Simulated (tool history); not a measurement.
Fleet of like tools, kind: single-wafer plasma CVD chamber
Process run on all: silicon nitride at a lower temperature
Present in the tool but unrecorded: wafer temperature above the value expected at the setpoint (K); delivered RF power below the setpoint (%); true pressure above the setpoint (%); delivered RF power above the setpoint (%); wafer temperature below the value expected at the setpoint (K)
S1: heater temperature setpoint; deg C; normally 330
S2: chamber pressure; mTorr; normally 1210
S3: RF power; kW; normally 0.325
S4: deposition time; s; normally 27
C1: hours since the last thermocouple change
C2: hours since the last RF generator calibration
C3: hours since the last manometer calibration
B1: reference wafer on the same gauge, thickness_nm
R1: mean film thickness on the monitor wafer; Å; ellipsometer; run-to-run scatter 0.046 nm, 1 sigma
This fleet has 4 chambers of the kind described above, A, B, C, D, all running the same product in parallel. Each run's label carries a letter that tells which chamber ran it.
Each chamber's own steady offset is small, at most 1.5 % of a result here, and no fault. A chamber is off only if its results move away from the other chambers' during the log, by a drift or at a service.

Run 1C, day 0.2: usual settings; C1 2129.9; C2 977.9; C3 881.8; B1 28.596. Result: R1 313.03 Å.
Run 2D, day 0.504: usual settings; C1 934.4; C2 379.1; C3 430.2; B1 28.578. Result: R1 312.1 Å.
Run 3B, day 0.642: usual settings; C1 2192; C2 1433.7; C3 2488.8; B1 28.588. Result: R1 313.14 Å.
Run 4A, day 0.912: usual settings; C1 2071.1; C2 1352.5; C3 1778.7; B1 28.58. Result: R1 315.27 Å.
Run 5B, day 1.158: usual settings; C1 2204.4; C2 1446.1; C3 2501.2; B1 28.588. Result: R1 312.75 Å.
Run 6A, day 1.462: usual settings; C1 2084.3; C2 1365.7; C3 1791.9; B1 28.566. Result: R1 314.13 Å.
Run 7C, day 1.667: usual settings but S4 25.2 s; C1 2165.1; C2 1013.1; C3 917; B1 28.582. Result: R1 291.29 Å.
At day 1.758: chamber B: RF generator calibrated.
Run 8D, day 1.85: usual settings but S4 25.2 s; C1 966.7; C2 411.4; C3 462.5; B1 28.555. Result: R1 290.76 Å.
Run 9D, day 2.15: usual settings but S4 25.2 s; C1 973.9; C2 418.6; C3 469.7; B1 28.565. Result: R1 291.3 Å.
Run 10C, day 2.333: usual settings but S4 25.2 s; C1 2181.1; C2 1029.1; C3 933; B1 28.551. Result: R1 291.31 Å.
Run 11B, day 2.538: usual settings but S4 24.8 s; C1 2237.5; C2 18.7; C3 2534.3; B1 28.555. Result: R1 287.51 Å.
Run 12A, day 2.683: usual settings but S4 24.8 s; C1 2113.6; C2 1395; C3 1821.2; B1 28.545. Result: R1 289.26 Å.
Run 13B, day 2.854: usual settings but S4 24.8 s; C1 2245.1; C2 26.3; C3 2541.9; B1 28.544. Result: R1 286.38 Å.
Run 14A, day 3.025: usual settings but S4 24.8 s; C1 2121.8; C2 1403.2; C3 1829.4; B1 28.544. Result: R1 288.44 Å.
Run 15D, day 3.271: usual settings; C1 1000.8; C2 445.5; C3 496.6; B1 28.546. Result: R1 310.53 Å.
Run 16C, day 3.425: usual settings; C1 2207.3; C2 1055.3; C3 959.2; B1 28.54. Result: R1 311.92 Å.
Run 17B, day 3.658: usual settings but S2 1080 mTorr, S3 0.375 kW; C1 2264.4; C2 45.6; C3 2561.2; B1 28.539. Result: R1 330.95 Å.
Run 18A, day 3.854: usual settings but S2 1080 mTorr, S3 0.375 kW; C1 2141.7; C2 1423.1; C3 1849.3; B1 28.525. Result: R1 332.93 Å.
Run 19C, day 4.042: usual settings but S2 1080 mTorr, S3 0.375 kW; C1 2222.1; C2 1070.1; C3 974; B1 28.525. Result: R1 331.51 Å.
Run 20D, day 4.292: usual settings but S2 1080 mTorr, S3 0.375 kW; C1 1025.3; C2 470; C3 521.1; B1 28.54. Result: R1 328.96 Å.
Run 21B, day 4.433: usual settings; C1 2283; C2 64.2; C3 2579.8; B1 28.532. Result: R1 311.55 Å.
Run 22C, day 4.729: usual settings; C1 2238.6; C2 1086.6; C3 990.5; B1 28.524. Result: R1 312.15 Å.
Run 23D, day 5.029: usual settings but S4 29.5 s; C1 1043; C2 487.7; C3 538.8; B1 28.517. Result: R1 340.48 Å.
Run 24A, day 5.321: usual settings but S4 29.5 s; C1 2176.9; C2 1458.3; C3 1884.5; B1 28.516. Result: R1 343.84 Å.
Run 25D, day 5.633: usual settings but S4 29.5 s; C1 1057.5; C2 502.2; C3 553.3; B1 28.499. Result: R1 338.48 Å.
Run 26C, day 5.883: usual settings but S4 29.5 s; C1 2266.3; C2 1114.3; C3 1018.2; B1 28.504. Result: R1 340.65 Å.
Run 27B, day 6.183: usual settings; C1 2325; C2 106.2; C3 2621.8; B1 28.506. Result: R1 311.93 Å.
Run 28A, day 6.338: usual settings; C1 2201.3; C2 1482.7; C3 1908.9; B1 28.491. Result: R1 314.17 Å.
Run 29C, day 6.571: usual settings; C1 2282.8; C2 1130.8; C3 1034.7; B1 28.493. Result: R1 312.31 Å.
Run 30B, day 6.808: usual settings; C1 2340; C2 121.2; C3 2636.8; B1 28.481. Result: R1 310.93 Å.
Run 31A, day 6.992: usual settings; C1 2217; C2 1498.4; C3 1924.6; B1 28.481. Result: R1 313.55 Å.
Run 32D, day 7.179: usual settings; C1 1094.6; C2 539.3; C3 590.4; B1 28.472. Result: R1 309.84 Å.
Run 33D, day 7.329: usual settings but S1 316 deg C, S4 31.1 s; C1 1098.2; C2 542.9; C3 594; B1 28.479. Result: R1 359.16 Å.
Run 34B, day 7.608: usual settings but S1 316 deg C, S4 31.1 s; C1 2359.2; C2 140.4; C3 2656; B1 28.461. Result: R1 359.06 Å.
Run 35C, day 7.879: usual settings but S1 316 deg C, S4 31.1 s; C1 2314.2; C2 1162.2; C3 1066.1; B1 28.46. Result: R1 360.77 Å.
Run 36A, day 8.133: usual settings but S1 316 deg C, S4 31.1 s; C1 2244.4; C2 1525.8; C3 1952; B1 28.471. Result: R1 362.82 Å.
Run 37A, day 8.442: usual settings; C1 2251.8; C2 1533.2; C3 1959.4; B1 28.453. Result: R1 313.21 Å.
Run 38D, day 8.671: usual settings; C1 1130.4; C2 575.1; C3 626.2; B1 28.458. Result: R1 309.3 Å.
Run 39B, day 8.862: usual settings; C1 2389.3; C2 170.5; C3 2686.1; B1 28.45. Result: R1 310.72 Å.
Run 40C, day 9.171: usual settings; C1 2345.2; C2 1193.2; C3 1097.1; B1 28.459. Result: R1 311.01 Å.
Run 41B, day 9.392: usual settings; C1 2402; C2 183.2; C3 2698.8; B1 28.433. Result: R1 311.37 Å.
Run 42A, day 9.675: usual settings; C1 2281.4; C2 1562.8; C3 1989; B1 28.438. Result: R1 313.2 Å.
Run 43D, day 9.942: usual settings; C1 1160.9; C2 605.6; C3 656.7; B1 28.426. Result: R1 309.5 Å.

Next, every chamber runs the same settings. What will each give?
Run 44A, day 10.167: usual settings. Result: R1 ?.
Run 44B, day 10.167: usual settings. Result: R1 ?.
Run 44C, day 10.167: usual settings. Result: R1 ?.
Run 44D, day 10.167: usual settings. Result: R1 ?.

run      R1
44A  313.13
44B   310.1
44C  310.98
44D  309.13
